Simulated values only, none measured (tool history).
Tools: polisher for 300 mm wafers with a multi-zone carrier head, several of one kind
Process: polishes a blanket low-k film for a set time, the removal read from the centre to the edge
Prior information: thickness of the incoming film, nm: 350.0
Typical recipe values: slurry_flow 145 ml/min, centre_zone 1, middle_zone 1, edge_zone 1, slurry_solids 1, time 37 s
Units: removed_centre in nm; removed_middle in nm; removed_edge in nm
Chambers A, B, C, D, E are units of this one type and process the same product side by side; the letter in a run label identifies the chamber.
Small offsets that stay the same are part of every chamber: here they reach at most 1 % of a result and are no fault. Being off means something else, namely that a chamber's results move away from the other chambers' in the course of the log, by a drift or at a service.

At hour 7.3: chamber A: worn pad replaced by a new one.
Run 1C, hour 10: usual settings. Result: removed_centre 10.022 nm, removed_middle 9.991 nm, removed_edge 9.9155 nm.
Run 2E, hour 23.9: usual settings. Result: removed_centre 9.823 nm, removed_middle 9.9605 nm, removed_edge 9.9083 nm.
At hour 28.8: chamber A: slurry nozzle cleaned.
Run 3A, hour 36.2: usual settings. Result: removed_centre 10.076 nm, removed_middle 10.051 nm, removed_edge 10.124 nm.
Run 4D, hour 45.4: usual settings. Result: removed_centre 9.9678 nm, removed_middle 9.9011 nm, removed_edge 10.16 nm.
At hour 48.4: chamber E: worn pad replaced by a new one.
Run 5B, hour 54.4: usual settings. Result: removed_centre 9.9686 nm, removed_middle 10.14 nm, removed_edge 10.036 nm.
At hour 55.8: chamber C: worn pad replaced by a new one.
At hour 56.4: chamber D: worn pad replaced by a new one.
Run 6E, hour 61.1: usual settings. Result: removed_centre 9.9426 nm, removed_middle 9.8616 nm, removed_edge 10.092 nm.
Run 7D, hour 74.9: usual settings. Result: removed_centre 10.065 nm, removed_middle 9.9196 nm, removed_edge 10.102 nm.
At hour 78.8: chamber A: worn pad replaced by a new one.
Run 8C, hour 83.1: usual settings. Result: removed_centre 10.038 nm, removed_middle 10.066 nm, removed_edge 9.9529 nm.
Run 9B, hour 89.8: usual settings. Result: removed_centre 10.07 nm, removed_middle 9.8895 nm, removed_edge 10.178 nm.
At hour 98.8: chamber B: worn pad replaced by a new one.
Run 10A, hour 100.2: usual settings but edge_zone 0.88. Result: removed_centre 9.8857 nm, removed_middle 10.012 nm, removed_edge 9.2312 nm.
Run 11D, hour 110.3: usual settings but edge_zone 0.88. Result: removed_centre 9.8004 nm, removed_middle 9.8389 nm, removed_edge 9.1034 nm.
Run 12C, hour 118.5: usual settings but edge_zone 0.88. Result: removed_centre 10.058 nm, removed_middle 9.9204 nm, removed_edge 9.4181 nm.
At hour 120: chamber E: worn pad replaced by a new one.
Run 13E, hour 124.8: usual settings but edge_zone 0.88. Result: removed_centre 10.083 nm, removed_middle 9.9657 nm, removed_edge 9.2286 nm.
At hour 133.9: chamber C: worn pad replaced by a new one.
Run 14B, hour 134.1: usual settings but edge_zone 0.88. Result: removed_centre 9.9267 nm, removed_middle 10.006 nm, removed_edge 9.3852 nm.
Run 15A, hour 148: usual settings. Result: removed_centre 10.38 nm, removed_middle 10.026 nm, removed_edge 10.046 nm.
At hour 148.5: chamber D: worn pad replaced by a new one.
At hour 149: chamber A: worn pad replaced by a new one.
Run 16A, hour 155: usual settings but time 44 s. Result: removed_centre 11.974 nm, removed_middle 11.735 nm, removed_edge 11.8 nm.
Run 17C, hour 162.7: usual settings but time 44 s. Result: removed_centre 12.073 nm, removed_middle 11.849 nm, removed_edge 11.9 nm.
Run 18E, hour 174.3: usual settings but time 44 s. Result: removed_centre 11.756 nm, removed_middle 11.854 nm, removed_edge 11.621 nm.
Run 19B, hour 181: usual settings but time 44 s. Result: removed_centre 11.88 nm, removed_middle 11.905 nm, removed_edge 11.801 nm.
At hour 184.6: chamber B: worn pad replaced by a new one.
At hour 184.9: chamber A: centre zone pressure recalibrated.
Run 20D, hour 189.8: usual settings but time 44 s. Result: removed_centre 11.882 nm, removed_middle 11.864 nm, removed_edge 12.133 nm.
Run 21B, hour 196.1: usual settings. Result: removed_centre 10.096 nm, removed_middle 9.9324 nm, removed_edge 10.035 nm.
Run 22A, hour 208.4: usual settings. Result: removed_centre 9.9848 nm, removed_middle 10.01 nm, removed_edge 9.9824 nm.
At hour 210.8: chamber E: worn pad replaced by a new one.
Run 23C, hour 215.9: usual settings. Result: removed_centre 10.088 nm, removed_middle 9.9387 nm, removed_edge 9.9624 nm.
At hour 226.4: chamber C: worn pad replaced by a new one.
At hour 228.2: chamber D: worn pad replaced by a new one.
Run 24D, hour 228.4: usual settings. Result: removed_centre 9.9959 nm, removed_middle 9.7516 nm, removed_edge 10.098 nm.
At hour 229.4: chamber C: edge zone pressure recalibrated.
At hour 231: chamber A: worn pad replaced by a new one.
At hour 233.9: chamber C: slurry nozzle cleaned.
Run 25E, hour 242.3: usual settings. Result: removed_centre 10.11 nm, removed_middle 9.9548 nm, removed_edge 9.9116 nm.
Run 26B, hour 254.2: usual settings. Result: removed_centre 10.137 nm, removed_middle 9.8688 nm, removed_edge 10.399 nm.
Run 27D, hour 262.9: usual settings. Result: removed_centre 9.6822 nm, removed_middle 10.008 nm, removed_edge 10.218 nm.
Run 28E, hour 276.4: usual settings. Result: removed_centre 10.007 nm, removed_middle 10.057 nm, removed_edge 10.074 nm.
Run 29A, hour 288: usual settings. Result: removed_centre 10.063 nm, removed_middle 10.07 nm, removed_edge 10.086 nm.
At hour 292.9: chamber B: worn pad replaced by a new one.
At hour 296.1: chamber C: worn pad replaced by a new one.
Run 30C, hour 300.8: usual settings. Result: removed_centre 10.069 nm, removed_middle 9.9312 nm, removed_edge 10.029 nm.
At hour 304.7: chamber E: worn pad replaced by a new one.
Run 31B, hour 309.5: usual settings. Result: removed_centre 10.055 nm, removed_middle 10.075 nm, removed_edge 10.061 nm.
At hour 311.5: chamber D: worn pad replaced by a new one.
Run 32C, hour 315.6: usual settings. Result: removed_centre 9.6608 nm, removed_middle 9.9252 nm, removed_edge 9.9924 nm.
At hour 318.2: chamber A: worn pad replaced by a new one.
Run 33A, hour 327: usual settings. Result: removed_centre 10.044 nm, removed_middle 9.9652 nm, removed_edge 9.9461 nm.
Run 34D, hour 333.1: usual settings but middle_zone 0.89, slurry_solids 1.2. Result: removed_centre 10.672 nm, removed_middle 9.647 nm, removed_edge 10.837 nm.
Run 35E, hour 346.9: usual settings but middle_zone 0.89, slurry_solids 1.2. Result: removed_centre 10.928 nm, removed_middle 9.5844 nm, removed_edge 10.831 nm.
Run 36C, hour 352.9: usual settings but middle_zone 0.89, slurry_solids 1.2. Result: removed_centre 11.036 nm, removed_middle 9.6125 nm, removed_edge 10.855 nm.
Run 37D, hour 360.5: usual settings but middle_zone 0.89, slurry_solids 1.2. Result: removed_centre 10.856 nm, removed_middle 9.5942 nm, removed_edge 10.89 nm.
Run 38A, hour 373.2: usual settings but middle_zone 0.89, slurry_solids 1.2. Result: removed_centre 10.601 nm, removed_middle 9.7385 nm, removed_edge 10.74 nm.
At hour 383.7: chamber E: worn pad replaced by a new one.
At hour 384.8: chamber C: worn pad replaced by a new one.
Run 39B, hour 385.7: usual settings. Result: removed_centre 9.9659 nm, removed_middle 9.9835 nm, removed_edge 9.8146 nm.
Run 40E, hour 396: usual settings. Result: removed_centre 9.8691 nm, removed_middle 9.9628 nm, removed_edge 10.12 nm.
Run 41C, hour 408.9: usual settings. Result: removed_centre 9.9333 nm, removed_middle 10.058 nm, removed_edge 9.8591 nm.

Read the log: is a single chamber off, either drifting away or since a service, is the gauge that measures every chamber drifting, or is nothing wrong beyond small per-chamber offsets? Name any odd chamber and what most likely caused it.

The fleet is healthy, with each chamber sitting at its usual small offset and no drift in the gauge.
